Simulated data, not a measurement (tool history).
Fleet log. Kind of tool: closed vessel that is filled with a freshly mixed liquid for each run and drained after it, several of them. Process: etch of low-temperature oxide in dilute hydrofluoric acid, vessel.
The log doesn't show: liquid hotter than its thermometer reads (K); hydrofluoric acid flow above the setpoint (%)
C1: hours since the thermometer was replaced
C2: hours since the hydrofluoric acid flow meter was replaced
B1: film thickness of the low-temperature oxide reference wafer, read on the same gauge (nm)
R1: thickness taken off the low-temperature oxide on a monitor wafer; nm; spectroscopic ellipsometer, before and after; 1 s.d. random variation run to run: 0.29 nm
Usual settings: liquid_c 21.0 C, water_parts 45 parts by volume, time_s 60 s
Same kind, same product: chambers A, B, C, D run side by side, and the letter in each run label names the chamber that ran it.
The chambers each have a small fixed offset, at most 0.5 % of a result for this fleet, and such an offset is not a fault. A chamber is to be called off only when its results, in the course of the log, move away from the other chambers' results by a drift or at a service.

Run 1C, hour 10.1: usual settings; C1 1128.1; C2 1014.0; B1 130.07. Result: R1 45.144 nm.
Run 2A, hour 25.6: usual settings; C1 1830.5; C2 528.3; B1 130.02. Result: R1 44.943 nm.
Run 3B, hour 39.0: usual settings; C1 573.3; C2 178.1; B1 129.95. Result: R1 44.743 nm.
Run 4D, hour 50.4: usual settings; C1 1259.2; C2 1317.2; B1 130.01. Result: R1 44.764 nm.
Run 5B, hour 64.9: usual settings but liquid_c 18.5 C, time_s 85 s; C1 599.2; C2 204.0; B1 130.02. Result: R1 57.261 nm.
Run 6C, hour 75.4: usual settings but liquid_c 18.5 C, time_s 85 s; C1 1193.4; C2 1079.3; B1 129.98. Result: R1 56.917 nm.
Run 7A, hour 91.2: usual settings but liquid_c 18.5 C, time_s 85 s; C1 1896.1; C2 593.9; B1 130.03. Result: R1 57.534 nm.
At hour 98.7: chamber D: thermometer replaced.
Run 8D, hour 100.3: usual settings but liquid_c 18.5 C, time_s 85 s; C1 1.6; C2 1367.1; B1 129.99. Result: R1 56.523 nm.
Run 9C, hour 109.9: usual settings; C1 1227.9; C2 1113.8; B1 129.99. Result: R1 44.839 nm.
Run 10D, hour 124.6: usual settings; C1 25.9; C2 1391.4; B1 130.00. Result: R1 44.561 nm.
Run 11B, hour 132.7: usual settings; C1 667.0; C2 271.8; B1 129.96. Result: R1 45.193 nm.
Run 12A, hour 147.4: usual settings; C1 1952.3; C2 650.1; B1 130.01. Result: R1 44.469 nm.
Run 13B, hour 163.0: usual settings; C1 697.3; C2 302.1; B1 129.98. Result: R1 44.366 nm.
Run 14D, hour 176.2: usual settings but water_parts 55 parts by volume; C1 77.5; C2 1443.0; B1 129.97. Result: R1 36.102 nm.
Run 15A, hour 184.8: usual settings but water_parts 55 parts by volume; C1 1989.7; C2 687.5; B1 130.02. Result: R1 35.998 nm.
Run 16C, hour 193.8: usual settings but water_parts 55 parts by volume; C1 1311.8; C2 1197.7; B1 130.05. Result: R1 36.259 nm.
Run 17C, hour 207.3: usual settings but water_parts 55 parts by volume; C1 1325.3; C2 1211.2; B1 130.08. Result: R1 35.806 nm.
At hour 213.1: chamber A: thermometer replaced.
Run 18D, hour 217.7: usual settings; C1 119.0; C2 1484.5; B1 130.00. Result: R1 44.264 nm.
Run 19B, hour 227.6: usual settings; C1 761.9; C2 366.7; B1 130.02. Result: R1 44.835 nm.
Run 20A, hour 239.8: usual settings; C1 26.8; C2 742.5; B1 130.02. Result: R1 45.188 nm.
Run 21B, hour 247.3: usual settings; C1 781.6; C2 386.4; B1 129.98. Result: R1 45.296 nm.
Run 22D, hour 260.6: usual settings but water_parts 65 parts by volume; C1 161.9; C2 1527.4; B1 129.98. Result: R1 30.656 nm.
Run 23A, hour 276.9: usual settings but water_parts 65 parts by volume; C1 63.9; C2 779.6; B1 129.99. Result: R1 29.831 nm.
Run 24C, hour 288.6: usual settings but water_parts 65 parts by volume; C1 1406.6; C2 1292.5; B1 130.04. Result: R1 30.129 nm.
At hour 294.3: chamber A: hydrofluoric acid flow meter replaced.
Run 25D, hour 299.8: usual settings but water_parts 65 parts by volume; C1 201.1; C2 1566.6; B1 130.01. Result: R1 30.958 nm.
Run 26C, hour 309.4: usual settings; C1 1427.4; C2 1313.3; B1 130.00. Result: R1 45.068 nm.
Run 27A, hour 324.9: usual settings; C1 111.9; C2 30.6; B1 129.98. Result: R1 44.763 nm.
Run 28B, hour 337.4: usual settings; C1 871.7; C2 476.5; B1 129.98. Result: R1 44.700 nm.
Run 29C, hour 346.2: usual settings but time_s 40 s; C1 1464.2; C2 1350.1; B1 130.02. Result: R1 29.827 nm.
Run 30A, hour 355.8: usual settings but time_s 40 s; C1 142.8; C2 61.5; B1 129.99. Result: R1 29.938 nm.
Run 31B, hour 364.0: usual settings but time_s 40 s; C1 898.3; C2 503.1; B1 130.00. Result: R1 29.855 nm.
Run 32D, hour 378.8: usual settings but time_s 40 s; C1 280.1; C2 1645.6; B1 130.03. Result: R1 30.841 nm.
Run 33A, hour 393.4: usual settings; C1 180.4; C2 99.1; B1 129.99. Result: R1 44.811 nm.
Run 34C, hour 408.5: usual settings; C1 1526.5; C2 1412.4; B1 130.04. Result: R1 44.948 nm.
At hour 412.8: chamber C: thermometer replaced.
Run 35B, hour 419.1: usual settings; C1 953.4; C2 558.2; B1 130.03. Result: R1 45.002 nm.
Run 36D, hour 430.7: usual settings but time_s 45 s; C1 332.0; C2 1697.5; B1 130.01. Result: R1 35.622 nm.
Run 37B, hour 438.9: usual settings but time_s 45 s; C1 973.2; C2 578.0; B1 129.99. Result: R1 34.007 nm.
Run 38D, hour 452.2: usual settings but time_s 45 s; C1 353.5; C2 1719.0; B1 130.02. Result: R1 36.011 nm.
Run 39A, hour 460.6: usual settings but time_s 45 s; C1 247.6; C2 166.3; B1 129.98. Result: R1 33.759 nm.
Run 40C, hour 474.9: usual settings; C1 62.2; C2 1478.8; B1 129.98. Result: R1 45.278 nm.
Run 41A, hour 483.3: usual settings but liquid_c 18.0 C, water_parts 30 parts by volume; C1 270.3; C2 189.0; B1 129.96. Result: R1 60.186 nm.
Run 42B, hour 496.5: usual settings but liquid_c 18.0 C, water_parts 30 parts by volume; C1 1030.8; C2 635.6; B1 130.04. Result: R1 60.470 nm.
Run 43C, hour 512.1: usual settings but liquid_c 18.0 C, water_parts 30 parts by volume; C1 99.4; C2 1516.0; B1 129.99. Result: R1 59.964 nm.
Run 44D, hour 521.8: usual settings but liquid_c 18.0 C, water_parts 30 parts by volume; C1 423.1; C2 1788.6; B1 130.05. Result: R1 64.123 nm.

Does one chamber stand apart from the rest, does the shared gauge drift, or is all well apart from small per-chamber offsets? Give the chamber and the most likely cause, where there is one.

Little by little, chamber D moves away from the other chambers.
Likeliest cause: hydrofluoric acid flow above the setpoint (%) = 8.95.
With only this log, it may be confused with: liquid hotter than its thermometer reads (K).

Below are 4 candidate recipes for chamber D's next run, each the usual settings with a change, their results shown as question marks. Which of them brings D's results back in line with what the other chambers give on the usual settings?
Maximum distance from the other chambers' mean on the usual settings for a result to count as in line: R1 1.000 nm
Run 45D-1, hour 533.5: usual settings but time_s 55 s. Result: R1 ?.
Run 45D-2, hour 533.5: usual settings but liquid_c 22.0 C. Result: R1 ?.
Run 45D-3, hour 533.5: usual settings but liquid_c 20.0 C. Result: R1 ?.
Run 45D-4, hour 533.5: usual settings but liquid_c 23.0 C. Result: R1 ?.

Average result of the remaining chambers running the usual settings: R1 44.750 nm
  run      R1
45D-1  44.640
45D-2  50.841
45D-3  46.649
45D-4  53.038
45D-1 brings the chamber back in line.
